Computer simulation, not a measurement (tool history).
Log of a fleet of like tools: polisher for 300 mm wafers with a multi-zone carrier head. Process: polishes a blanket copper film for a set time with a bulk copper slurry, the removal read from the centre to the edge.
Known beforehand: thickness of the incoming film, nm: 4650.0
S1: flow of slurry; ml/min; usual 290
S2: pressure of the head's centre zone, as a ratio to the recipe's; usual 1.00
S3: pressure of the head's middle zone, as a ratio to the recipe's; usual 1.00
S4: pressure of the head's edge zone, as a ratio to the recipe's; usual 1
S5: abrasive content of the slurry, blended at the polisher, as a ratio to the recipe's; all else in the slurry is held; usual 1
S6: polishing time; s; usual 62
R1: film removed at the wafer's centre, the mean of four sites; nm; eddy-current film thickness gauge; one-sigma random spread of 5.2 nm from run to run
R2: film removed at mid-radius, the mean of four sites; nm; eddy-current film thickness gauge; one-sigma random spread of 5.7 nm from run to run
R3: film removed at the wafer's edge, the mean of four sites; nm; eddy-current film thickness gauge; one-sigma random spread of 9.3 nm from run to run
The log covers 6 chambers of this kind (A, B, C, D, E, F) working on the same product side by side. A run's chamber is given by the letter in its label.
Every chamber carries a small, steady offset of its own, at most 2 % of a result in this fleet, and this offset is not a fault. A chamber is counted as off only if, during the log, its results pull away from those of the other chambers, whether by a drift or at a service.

run	hour	S1	S2	S3	S4	S5	S6	R1	R2	R3
# hour 1.5: chamber B: slurry nozzle cleaned
# hour 8.0: chamber B: worn pad replaced by a new one
1F	8.9	290	1.00	1.00	1	1	62	671.80	672.70	655.89
# hour 10.0: chamber E: worn pad replaced by a new one
# hour 12.4: chamber E: slurry nozzle cleaned
# hour 17.3: chamber D: worn pad replaced by a new one
2D	19.4	290	1.00	1.00	1	1	62	673.14	655.70	667.27
3E	27.8	290	1.00	1.00	1	1	62	669.53	670.48	673.48
# hour 33.0: chamber F: worn pad replaced by a new one
# hour 34.1: chamber A: worn pad replaced by a new one
# hour 36.1: chamber C: worn pad replaced by a new one
4B	36.9	290	1.00	1.00	1	1	62	670.57	668.53	662.94
5C	44.8	290	1.00	1.00	1	1	62	672.75	669.50	655.77
6A	54.7	290	1.05	0.89	1	1	62	713.44	597.86	664.94
# hour 55.7: chamber F: slurry nozzle cleaned
# hour 61.0: chamber D: slurry nozzle cleaned
# hour 62.3: chamber B: worn pad replaced by a new one
7C	64.8	290	1.05	0.89	1	1	62	704.88	605.38	675.11
8F	69.8	290	1.05	0.89	1	1	62	713.74	591.97	689.05
9D	74.8	290	1.05	0.89	1	1	62	705.30	594.91	665.80
# hour 80.0: chamber E: worn pad replaced by a new one
10E	84.2	290	1.05	0.89	1	1	62	715.89	593.08	663.96
# hour 85.5: chamber D: worn pad replaced by a new one
# hour 90.2: chamber A: worn pad replaced by a new one
11B	91.7	290	1.05	0.89	1	1	62	703.44	599.64	651.19
# hour 94.6: chamber C: slurry nozzle cleaned
12A	96.7	290	1.00	1.00	1	1	62	665.23	668.90	663.18
13E	101.6	290	1.00	1.00	1	1	62	683.20	673.50	666.25
# hour 107.6: chamber F: worn pad replaced by a new one
14F	110.8	290	1.00	1.00	1	1	62	668.88	676.11	681.12
# hour 116.7: chamber C: worn pad replaced by a new one
# hour 117.8: chamber E: centre zone pressure recalibrated
15C	119.5	255	1.00	1.00	1	1	42	445.19	447.75	441.73
16B	126.6	255	1.00	1.00	1	1	42	446.63	445.22	436.72
# hour 130.7: chamber B: worn pad replaced by a new one
17A	137.2	255	1.00	1.00	1	1	42	447.92	446.59	449.98
# hour 139.6: chamber A: edge zone pressure recalibrated
# hour 143.0: chamber D: edge zone pressure recalibrated
18D	146.1	255	1.00	1.00	1	1	42	456.40	445.92	437.04
# hour 147.2: chamber A: worn pad replaced by a new one
# hour 152.6: chamber D: worn pad replaced by a new one
19E	155.2	255	1.00	1.00	1	1	42	412.52	448.45	446.81
# hour 155.9: chamber E: worn pad replaced by a new one
20F	165.8	255	1.00	1.00	1	1	42	447.43	448.05	459.59
21A	176.6	340	1.00	1.00	1	1	62	673.71	680.24	685.83
22D	182.3	340	1.00	1.00	1	1	62	705.98	669.84	672.60
# hour 186.0: chamber F: worn pad replaced by a new one
23B	189.2	340	1.00	1.00	1	1	62	681.15	681.79	672.88
# hour 190.9: chamber C: edge zone pressure recalibrated
# hour 194.2: chamber B: worn pad replaced by a new one
24C	200.1	340	1.00	1.00	1	1	62	684.54	688.63	678.24
# hour 205.3: chamber A: worn pad replaced by a new one
# hour 206.8: chamber C: worn pad replaced by a new one
25D	208.1	340	1.00	1.00	1	1	62	691.35	679.55	679.92
# hour 210.1: chamber A: slurry nozzle cleaned
26C	214.2	340	1.00	1.00	1	1	62	684.63	687.65	666.67
27B	221.4	290	1.00	1.00	1	1	70	756.24	758.98	747.06
# hour 222.8: chamber D: worn pad replaced by a new one
# hour 229.9: chamber E: worn pad replaced by a new one
28F	232.4	290	1.00	1.00	1	1	70	759.88	755.35	767.19
29A	243.0	290	1.00	1.00	1	1	70	753.41	750.34	751.19
30E	250.2	290	1.00	1.00	1	1	70	686.73	762.31	747.67
# hour 253.2: chamber B: centre zone pressure recalibrated
# hour 257.5: chamber F: worn pad replaced by a new one
31E	259.1	290	1.00	1.00	1	1	70	699.28	762.24	743.09
# hour 263.0: chamber B: worn pad replaced by a new one
# hour 263.2: chamber F: slurry nozzle cleaned
32B	268.8	290	1.00	1.00	1	1	70	755.19	751.78	741.34
33D	275.2	290	1.00	1.00	1	1	62	690.40	669.84	647.70
# hour 275.4: chamber A: worn pad replaced by a new one
# hour 280.6: chamber C: worn pad replaced by a new one
34F	284.5	290	1.00	1.00	1	1	62	679.31	677.42	675.56
35A	290.1	290	1.00	1.00	1	1	62	665.66	664.95	686.98
# hour 299.3: chamber E: worn pad replaced by a new one
36C	300.8	290	1.00	1.00	1	1	62	672.18	671.07	661.54
37E	311.4	290	1.00	1.00	1	1	62	618.10	673.74	655.81

Which is it: a chamber that has drifted or been left off by a service, a gauge drift common to all chambers, or only each chamber's usual small offset? If a chamber is off, name it and its likeliest cause.

Chamber E came out of a service off from its peers and stayed that way.
Cause: centre zone's pressure below its setpoint, % = 7.88.

Chamber E could run next with any of the 4 candidate recipes listed below; each alters the usual settings, and their results appear as question marks. Which one brings its results back in line with what the other chambers deliver on the usual settings?
In-line tolerance around the mean of the other chambers on the usual settings: R1 18.00 nm; R2 20.00 nm; R3 33.00 nm
38E-1	319.4	290	1.02	1.00	0.99	1	62	?	?	?
38E-2	319.4	285	0.94	1.01	1.02	1	61	?	?	?
38E-3	319.4	290	0.98	1.00	1.01	1	62	?	?	?
38E-4	319.4	295	1.06	0.99	0.98	1	63	?	?	?

The mean the other chambers reach with the usual settings: R1 670.70 nm; R2 669.21 nm; R3 668.07 nm
run	R1	R2	R3
38E-1	633.40	669.50	664.03
38E-2	568.59	663.93	662.63
38E-3	606.19	669.62	671.00
38E-4	672.47	674.97	672.15
It is 38E-4 that realigns the chamber with its peers.
